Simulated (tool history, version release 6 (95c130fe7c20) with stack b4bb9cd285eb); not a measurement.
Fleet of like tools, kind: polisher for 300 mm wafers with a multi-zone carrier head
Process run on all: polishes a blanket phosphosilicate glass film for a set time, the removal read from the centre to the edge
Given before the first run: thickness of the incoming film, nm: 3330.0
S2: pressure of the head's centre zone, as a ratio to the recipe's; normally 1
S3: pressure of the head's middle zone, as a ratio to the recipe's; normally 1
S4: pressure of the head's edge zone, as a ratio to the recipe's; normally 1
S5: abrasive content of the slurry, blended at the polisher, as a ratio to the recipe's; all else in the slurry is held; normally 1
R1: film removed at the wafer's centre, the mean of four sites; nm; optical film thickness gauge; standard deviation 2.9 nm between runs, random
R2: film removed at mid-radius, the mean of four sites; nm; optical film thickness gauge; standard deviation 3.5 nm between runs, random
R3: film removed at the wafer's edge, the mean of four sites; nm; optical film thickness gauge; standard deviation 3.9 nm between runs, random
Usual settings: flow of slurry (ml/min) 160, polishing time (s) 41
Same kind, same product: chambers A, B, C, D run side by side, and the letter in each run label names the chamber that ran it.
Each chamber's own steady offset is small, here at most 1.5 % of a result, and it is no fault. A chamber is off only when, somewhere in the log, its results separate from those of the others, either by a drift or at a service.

At hour 0.5: chamber B: worn pad replaced by a new one.
Run 1D, hour 8: usual settings. Result: R1 457.32 nm, R2 447.78 nm, R3 449.08 nm.
At hour 8.4: chamber C: worn pad replaced by a new one.
Run 2A, hour 13.4: usual settings. Result: R1 445.29 nm, R2 448.07 nm, R3 451.07 nm.
Run 3B, hour 17.9: usual settings. Result: R1 449.31 nm, R2 450.79 nm, R3 450.82 nm.
Run 4C, hour 23: usual settings. Result: R1 451.74 nm, R2 449.14 nm, R3 448.12 nm.
At hour 25.4: chamber B: edge zone pressure recalibrated.
Run 5A, hour 28: usual settings. Result: R1 458.72 nm, R2 454.03 nm, R3 459.41 nm.
Run 6B, hour 32.8: usual settings. Result: R1 451.8 nm, R2 448.34 nm, R3 451.64 nm.
At hour 36.9: chamber A: worn pad replaced by a new one.
Run 7C, hour 38.2: usual settings. Result: R1 449.49 nm, R2 449.01 nm, R3 443.87 nm.
Run 8D, hour 44.6: usual settings but S5 0.8. Result: R1 405.35 nm, R2 409.65 nm, R3 406.57 nm.
Run 9C, hour 52.8: usual settings but S5 0.8. Result: R1 404.6 nm, R2 401.44 nm, R3 402.07 nm.
Run 10B, hour 61.2: usual settings but S5 0.8. Result: R1 407.1 nm, R2 402.97 nm, R3 408.24 nm.
Run 11D, hour 69.5: usual settings but S5 0.8. Result: R1 411.49 nm, R2 402.13 nm, R3 409.18 nm.
Run 12A, hour 78.2: usual settings. Result: R1 449.74 nm, R2 452.87 nm, R3 447.52 nm.
Run 13C, hour 82.7: usual settings. Result: R1 453.39 nm, R2 449.79 nm, R3 444.23 nm.
Run 14A, hour 86.5: usual settings. Result: R1 454.43 nm, R2 448.03 nm, R3 446.01 nm.
Run 15D, hour 92.6: usual settings. Result: R1 454.7 nm, R2 447.33 nm, R3 453.1 nm.
Run 16B, hour 96.5: usual settings. Result: R1 454.36 nm, R2 447.73 nm, R3 451.21 nm.
At hour 98.9: chamber C: slurry nozzle cleaned.
Run 17A, hour 100.4: usual settings. Result: R1 454 nm, R2 455.39 nm, R3 449.3 nm.
Run 18C, hour 104.4: usual settings. Result: R1 452.42 nm, R2 448.51 nm, R3 440.12 nm.
At hour 106.5: chamber C: worn pad replaced by a new one.
At hour 108.3: chamber B: worn pad replaced by a new one.
Run 19D, hour 112.5: usual settings. Result: R1 449.48 nm, R2 452.46 nm, R3 443.64 nm.
Run 20B, hour 118: usual settings but S4 1.06, polishing time (s) 47. Result: R1 518.17 nm, R2 512.74 nm, R3 535.04 nm.
At hour 122.9: chamber D: centre zone pressure recalibrated.
Run 21C, hour 123.8: usual settings but S4 1.06, polishing time (s) 47. Result: R1 512.07 nm, R2 513.78 nm, R3 529.93 nm.
At hour 125: chamber D: worn pad replaced by a new one.
Run 22D, hour 128.8: usual settings but S4 1.06, polishing time (s) 47. Result: R1 523.98 nm, R2 515.27 nm, R3 527.5 nm.
At hour 132.9: chamber D: slurry nozzle cleaned.
Run 23B, hour 135.6: usual settings but S4 1.06, polishing time (s) 47. Result: R1 526.04 nm, R2 513.54 nm, R3 534.09 nm.
Run 24A, hour 143.7: usual settings. Result: R1 446.43 nm, R2 453.3 nm, R3 451.94 nm.
Run 25A, hour 149.1: usual settings. Result: R1 452.59 nm, R2 447.13 nm, R3 446 nm.
Run 26C, hour 155.6: usual settings. Result: R1 447.24 nm, R2 446.19 nm, R3 441.72 nm.
At hour 157.9: chamber A: slurry nozzle cleaned.
Run 27B, hour 163.3: usual settings. Result: R1 451.48 nm, R2 443.68 nm, R3 451.69 nm.
Run 28D, hour 168.8: usual settings but S3 0.89, S5 0.75. Result: R1 395.27 nm, R2 354.11 nm, R3 392.36 nm.
At hour 171.2: chamber A: worn pad replaced by a new one.
Run 29D, hour 174: usual settings but S3 0.89, S5 0.75. Result: R1 402.44 nm, R2 356.76 nm, R3 385.96 nm.
Run 30A, hour 179.2: usual settings but S3 0.89, S5 0.75. Result: R1 392.2 nm, R2 360.99 nm, R3 397.86 nm.
Run 31B, hour 186.6: usual settings but S3 0.89, S5 0.75. Result: R1 394.28 nm, R2 352.89 nm, R3 391.69 nm.
Run 32C, hour 190.9: usual settings. Result: R1 448.41 nm, R2 451.9 nm, R3 445.54 nm.
At hour 194.4: chamber B: worn pad replaced by a new one.
Run 33B, hour 197.9: usual settings. Result: R1 458.01 nm, R2 448.7 nm, R3 449.95 nm.
Run 34C, hour 204.9: usual settings but flow of slurry (ml/min) 195, S4 0.93. Result: R1 468.03 nm, R2 468.02 nm, R3 438.75 nm.
Run 35A, hour 212.7: usual settings but flow of slurry (ml/min) 195, S4 0.93. Result: R1 469.83 nm, R2 469.62 nm, R3 445.89 nm.
Run 36D, hour 218.8: usual settings but flow of slurry (ml/min) 195, S4 0.93. Result: R1 476.69 nm, R2 463.98 nm, R3 443.12 nm.
At hour 220.3: chamber D: edge zone pressure recalibrated.
At hour 221.5: chamber C: worn pad replaced by a new one.
Run 37A, hour 227.4: usual settings but flow of slurry (ml/min) 195, S4 0.93. Result: R1 467.84 nm, R2 469.56 nm, R3 450.36 nm.
Run 38B, hour 231.9: usual settings. Result: R1 457.63 nm, R2 446.06 nm, R3 450.57 nm.
Run 39D, hour 239.1: usual settings. Result: R1 456.83 nm, R2 450.02 nm, R3 448.49 nm.
Run 40C, hour 246.6: usual settings. Result: R1 448.11 nm, R2 445.35 nm, R3 442.17 nm.

Is one chamber off against the others, does the gauge drift, or is nothing wrong? If a chamber is off, say which, and what the likeliest cause is.

Nothing is wrong: each chamber keeps only its own small, steady offset and the gauge holds still.

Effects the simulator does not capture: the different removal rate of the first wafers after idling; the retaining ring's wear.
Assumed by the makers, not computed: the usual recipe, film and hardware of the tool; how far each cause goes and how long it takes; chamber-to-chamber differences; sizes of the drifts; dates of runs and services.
